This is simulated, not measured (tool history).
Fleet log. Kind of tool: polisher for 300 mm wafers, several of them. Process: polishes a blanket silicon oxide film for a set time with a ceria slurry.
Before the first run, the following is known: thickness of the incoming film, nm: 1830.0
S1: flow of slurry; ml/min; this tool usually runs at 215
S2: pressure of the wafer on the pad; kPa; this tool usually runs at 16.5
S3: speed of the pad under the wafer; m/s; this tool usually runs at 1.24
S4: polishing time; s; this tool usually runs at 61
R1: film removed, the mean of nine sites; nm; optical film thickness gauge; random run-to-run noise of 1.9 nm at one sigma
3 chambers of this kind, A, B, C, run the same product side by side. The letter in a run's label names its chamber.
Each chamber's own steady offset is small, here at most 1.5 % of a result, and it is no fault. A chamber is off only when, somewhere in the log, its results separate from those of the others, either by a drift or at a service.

run	hour	S1	S2	S3	S4	R1
1A	6.5	215	16.5	1.24	61	251.14
2C	13.1	215	16.5	1.24	61	254.02
3B	24.2	215	16.5	1.24	61	246.94
# hour 26: chamber C: worn pad replaced by a new one
4B	38.1	215	16.5	1.24	61	249.89
5C	48	215	16.5	1.24	61	254.47
6A	60.1	215	16.5	1.24	61	250.19
7C	74.2	215	19.3	0.98	61	234.68
# hour 79.2: chamber B: head pressure recalibrated
# hour 81.1: chamber B: worn pad replaced by a new one
8A	87.8	215	19.3	0.98	61	227.75
# hour 88.2: chamber A: worn pad replaced by a new one
9B	101.8	215	19.3	0.98	61	225.72
10B	113	215	16.5	1.24	61	246
11C	120.1	285	16.5	1.24	47	199.3
12A	129.5	285	16.5	1.24	47	198.07
# hour 136.7: chamber C: worn pad replaced by a new one
13A	138.7	285	16.5	1.24	47	197.67
14C	151.9	160	13.1	1.24	61	191.43
15B	160.2	160	13.1	1.24	61	183.2
16C	171.5	160	13.1	1.24	61	189
17A	183.6	215	16.5	1.24	61	246.85
18B	191.5	215	16.5	1.24	61	239.09
19A	201.5	215	13.8	1.24	61	207.05
# hour 213.5: chamber B: worn pad replaced by a new one
20B	214.4	215	13.8	1.24	61	198.01
# hour 227.2: chamber C: head pressure recalibrated
21C	228.3	215	13.8	1.24	61	206.45
22B	241.3	215	16.5	1.24	61	232.3
23C	248.7	215	16.5	1.24	61	253.01
# hour 256: chamber A: worn pad replaced by a new one
24A	262.1	215	16.5	1.24	61	250.78

One chamber off, gauge drift, or nothing amiss beyond the chambers' own small offsets? If it is a chamber, which one, and what is the likeliest cause?

Chamber B drifts away from the others.
Most likely cause: slurry flow missing at the pad, % = 41.8.

Here are 4 candidates for chamber B's next run, each the usual settings with a change, their results left as question marks. Which one brings its results back in line with what the others give on the usual settings?
In-line tolerance around the mean of the other chambers on the usual settings: R1 6.5 nm
25B-1	272.2	215	16.5	1.34	61	?
25B-2	272.2	220	17.2	1.32	65	?
25B-3	272.2	210	16.5	1.24	56	?
25B-4	272.2	215	15.2	1.12	61	?

On the usual settings, the other chambers give on average: R1 249.78 nm
run	R1
25B-1	248.9
25B-2	273.18
25B-3	210.2
25B-4	190.44
The answer is 25B-1, which returns the chamber to within the allowed miss of the others.
